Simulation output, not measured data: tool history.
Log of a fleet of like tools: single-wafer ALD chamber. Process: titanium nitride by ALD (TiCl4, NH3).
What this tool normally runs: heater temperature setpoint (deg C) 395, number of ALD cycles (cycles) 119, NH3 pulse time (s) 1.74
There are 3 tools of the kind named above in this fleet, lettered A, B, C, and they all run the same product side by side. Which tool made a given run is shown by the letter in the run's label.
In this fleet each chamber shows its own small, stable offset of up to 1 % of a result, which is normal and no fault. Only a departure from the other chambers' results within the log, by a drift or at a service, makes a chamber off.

run,hour,heater temperature setpoint (deg C),number of ALD cycles (cycles),NH3 pulse time (s),hours since the last thermocouple change,"read-back reference wafer on the same gauge, thickness_nm",mean film thickness on the monitor wafer (Å)
1C,8.5,395,119,1.74,2378.7,2.602,26.241
2B,18.4,395,119,1.74,2324.6,2.5987,25.814
3A,25.5,395,119,1.74,184.5,2.597,26.191
4A,35.6,395,119,1.74,194.6,2.6013,26.063
5C,43.8,395,127,1.29,2414,2.5996,27.523
6B,52.6,395,127,1.29,2358.8,2.6009,27.357
7B,60.5,395,127,1.29,2366.7,2.5997,27.333
8C,68.9,395,119,1.74,2439.1,2.5991,26.265
9A,76.4,395,119,1.74,235.4,2.6006,25.993
10C,84.9,386,98,1.74,2455.1,2.5979,21.295
11A,91.1,386,98,1.74,250.1,2.6014,21.142
12B,97.7,386,98,1.74,2403.9,2.6,21.256
13A,103.9,395,119,1.74,262.9,2.6,25.878
14C,112.5,395,119,1.74,2482.7,2.598,26.182
15B,119.6,395,119,1.74,2425.8,2.5982,25.914
16B,126.5,395,119,1.74,2432.7,2.5994,25.988
17A,135.3,395,119,1.31,294.3,2.5984,25.605
18C,144.5,395,119,1.31,2514.7,2.6005,25.674
19A,148.8,395,119,1.31,307.8,2.5984,25.821
20B,157.8,395,119,1.74,2464,2.5996,25.962
21C,164.8,395,119,1.43,2535,2.6009,25.896
22A,171.4,395,119,1.43,330.4,2.6005,25.965
23C,177,395,119,1.43,2547.2,2.6018,25.764
24B,186,395,119,1.74,2492.2,2.5976,25.877
25A,192.5,395,119,1.74,351.5,2.6014,26.113
26B,201.2,395,119,1.74,2507.4,2.6004,26.085
27C,209.6,395,119,1.74,2579.8,2.6015,26.069
28B,215.5,395,119,1.74,2521.7,2.6014,25.959
29C,225.4,395,119,1.74,2595.6,2.5972,25.935
30A,232.1,395,119,1.74,391.1,2.5985,26.029
31B,241.7,395,119,1.74,2547.9,2.6021,25.804

Does one chamber stand apart from the rest, does the shared gauge drift, or is all well apart from small per-chamber offsets? Give the chamber and the most likely cause, where there is one.

No chamber is off and the gauge is stable; the differences are just each chamber's small, constant offset.
